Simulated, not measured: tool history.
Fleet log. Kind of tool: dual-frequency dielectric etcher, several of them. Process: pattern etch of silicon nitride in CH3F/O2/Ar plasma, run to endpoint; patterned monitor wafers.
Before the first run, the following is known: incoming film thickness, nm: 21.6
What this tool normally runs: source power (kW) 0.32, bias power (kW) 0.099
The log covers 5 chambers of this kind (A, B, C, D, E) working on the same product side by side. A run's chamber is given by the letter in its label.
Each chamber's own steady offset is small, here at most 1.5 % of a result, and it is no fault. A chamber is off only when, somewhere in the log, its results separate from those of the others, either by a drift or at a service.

run 1E hour=4.3 | source_power_(kW)=0.32 bias_power_(kW)=0.099 | endpoint_time_(s)=30.31
run 2B hour=13 | source_power_(kW)=0.32 bias_power_(kW)=0.099 | endpoint_time_(s)=30.04
run 3D hour=18.4 | source_power_(kW)=0.32 bias_power_(kW)=0.099 | endpoint_time_(s)=30.131
run 4A hour=27.3 | source_power_(kW)=0.32 bias_power_(kW)=0.099 | endpoint_time_(s)=30.749
run 5C hour=34.8 | source_power_(kW)=0.32 bias_power_(kW)=0.099 | endpoint_time_(s)=30.31
run 6D hour=43.1 | source_power_(kW)=0.32 bias_power_(kW)=0.099 | endpoint_time_(s)=29.993
run 7E hour=52.5 | source_power_(kW)=0.32 bias_power_(kW)=0.099 | endpoint_time_(s)=30.164
run 8B hour=59.9 | source_power_(kW)=0.32 bias_power_(kW)=0.099 | endpoint_time_(s)=30.219
run 9C hour=67 | source_power_(kW)=0.32 bias_power_(kW)=0.099 | endpoint_time_(s)=30.391
run 10A hour=72.1 | source_power_(kW)=0.32 bias_power_(kW)=0.099 | endpoint_time_(s)=30.882
-- hour=73.1 chamber C: wet clean of the chamber
run 11C hour=78.7 | source_power_(kW)=0.32 bias_power_(kW)=0.099 | endpoint_time_(s)=30.14
run 12D hour=83.3 | source_power_(kW)=0.32 bias_power_(kW)=0.099 | endpoint_time_(s)=30.212
run 13B hour=91.6 | source_power_(kW)=0.32 bias_power_(kW)=0.099 | endpoint_time_(s)=30.04
run 14E hour=97.9 | source_power_(kW)=0.32 bias_power_(kW)=0.099 | endpoint_time_(s)=30.41
run 15A hour=107.2 | source_power_(kW)=0.32 bias_power_(kW)=0.099 | endpoint_time_(s)=30.65
run 16E hour=111.7 | source_power_(kW)=0.32 bias_power_(kW)=0.099 | endpoint_time_(s)=30.353
run 17A hour=119.8 | source_power_(kW)=0.32 bias_power_(kW)=0.099 | endpoint_time_(s)=30.673
run 18D hour=126.8 | source_power_(kW)=0.32 bias_power_(kW)=0.099 | endpoint_time_(s)=30.03
run 19B hour=135.2 | source_power_(kW)=0.32 bias_power_(kW)=0.099 | endpoint_time_(s)=29.869
run 20C hour=139.8 | source_power_(kW)=0.32 bias_power_(kW)=0.078 | endpoint_time_(s)=33.312
-- hour=143.1 chamber D: wet clean of the chamber
run 21C hour=148.4 | source_power_(kW)=0.32 bias_power_(kW)=0.078 | endpoint_time_(s)=33.065
run 22D hour=153.7 | source_power_(kW)=0.32 bias_power_(kW)=0.078 | endpoint_time_(s)=32.826
-- hour=157.2 chamber B: source power generator calibrated
run 23B hour=162.9 | source_power_(kW)=0.32 bias_power_(kW)=0.078 | endpoint_time_(s)=32.262
run 24E hour=172 | source_power_(kW)=0.32 bias_power_(kW)=0.078 | endpoint_time_(s)=33.089
run 25A hour=179.8 | source_power_(kW)=0.32 bias_power_(kW)=0.099 | endpoint_time_(s)=30.87
run 26D hour=186.6 | source_power_(kW)=0.32 bias_power_(kW)=0.099 | endpoint_time_(s)=29.928
run 27C hour=193.2 | source_power_(kW)=0.32 bias_power_(kW)=0.099 | endpoint_time_(s)=30.225
run 28B hour=202.6 | source_power_(kW)=0.32 bias_power_(kW)=0.099 | endpoint_time_(s)=29.629
run 29E hour=211.3 | source_power_(kW)=0.26 bias_power_(kW)=0.12 | endpoint_time_(s)=30.186
-- hour=214 chamber E: wet clean of the chamber
run 30A hour=217.5 | source_power_(kW)=0.26 bias_power_(kW)=0.12 | endpoint_time_(s)=30.94
run 31B hour=224.7 | source_power_(kW)=0.26 bias_power_(kW)=0.12 | endpoint_time_(s)=29.304
run 32A hour=231.7 | source_power_(kW)=0.26 bias_power_(kW)=0.12 | endpoint_time_(s)=30.973
run 33C hour=238 | source_power_(kW)=0.26 bias_power_(kW)=0.12 | endpoint_time_(s)=30.417
run 34E hour=243.5 | source_power_(kW)=0.32 bias_power_(kW)=0.099 | endpoint_time_(s)=30.26
run 35D hour=249.6 | source_power_(kW)=0.32 bias_power_(kW)=0.099 | endpoint_time_(s)=30.073

What goes on in this fleet: one chamber off, a drifting gauge, or nothing beyond the chambers' own small offsets? Name the chamber and the cause, if any.

Little by little, chamber B moves away from the other chambers.
What lies behind it: etch rate over this chamber's usual, % = 3.8.

Below are 4 candidate recipes for chamber B's next run, each the usual settings with a change, their results shown as question marks. Which of them brings B's results back in line with what the other chambers give on the usual settings?
In line means no further than this from the other chambers' mean on the usual settings: endpoint time (s) 0.38
run 36B-1 hour=256.5 | source_power_(kW)=0.33 bias_power_(kW)=0.099 | endpoint_time_(s)=?
run 36B-2 hour=256.5 | source_power_(kW)=0.34 bias_power_(kW)=0.105 | endpoint_time_(s)=?
run 36B-3 hour=256.5 | source_power_(kW)=0.32 bias_power_(kW)=0.088 | endpoint_time_(s)=?
run 36B-4 hour=256.5 | source_power_(kW)=0.31 bias_power_(kW)=0.099 | endpoint_time_(s)=?

The other chambers' mean on the usual settings: endpoint time (s) 30.365
run=36B-1 endpoint_time_(s)=28.775
run=36B-2 endpoint_time_(s)=27.845
run=36B-3 endpoint_time_(s)=30.389
run=36B-4 endpoint_time_(s)=29.445
With 36B-3, the chamber falls back in line with the rest.

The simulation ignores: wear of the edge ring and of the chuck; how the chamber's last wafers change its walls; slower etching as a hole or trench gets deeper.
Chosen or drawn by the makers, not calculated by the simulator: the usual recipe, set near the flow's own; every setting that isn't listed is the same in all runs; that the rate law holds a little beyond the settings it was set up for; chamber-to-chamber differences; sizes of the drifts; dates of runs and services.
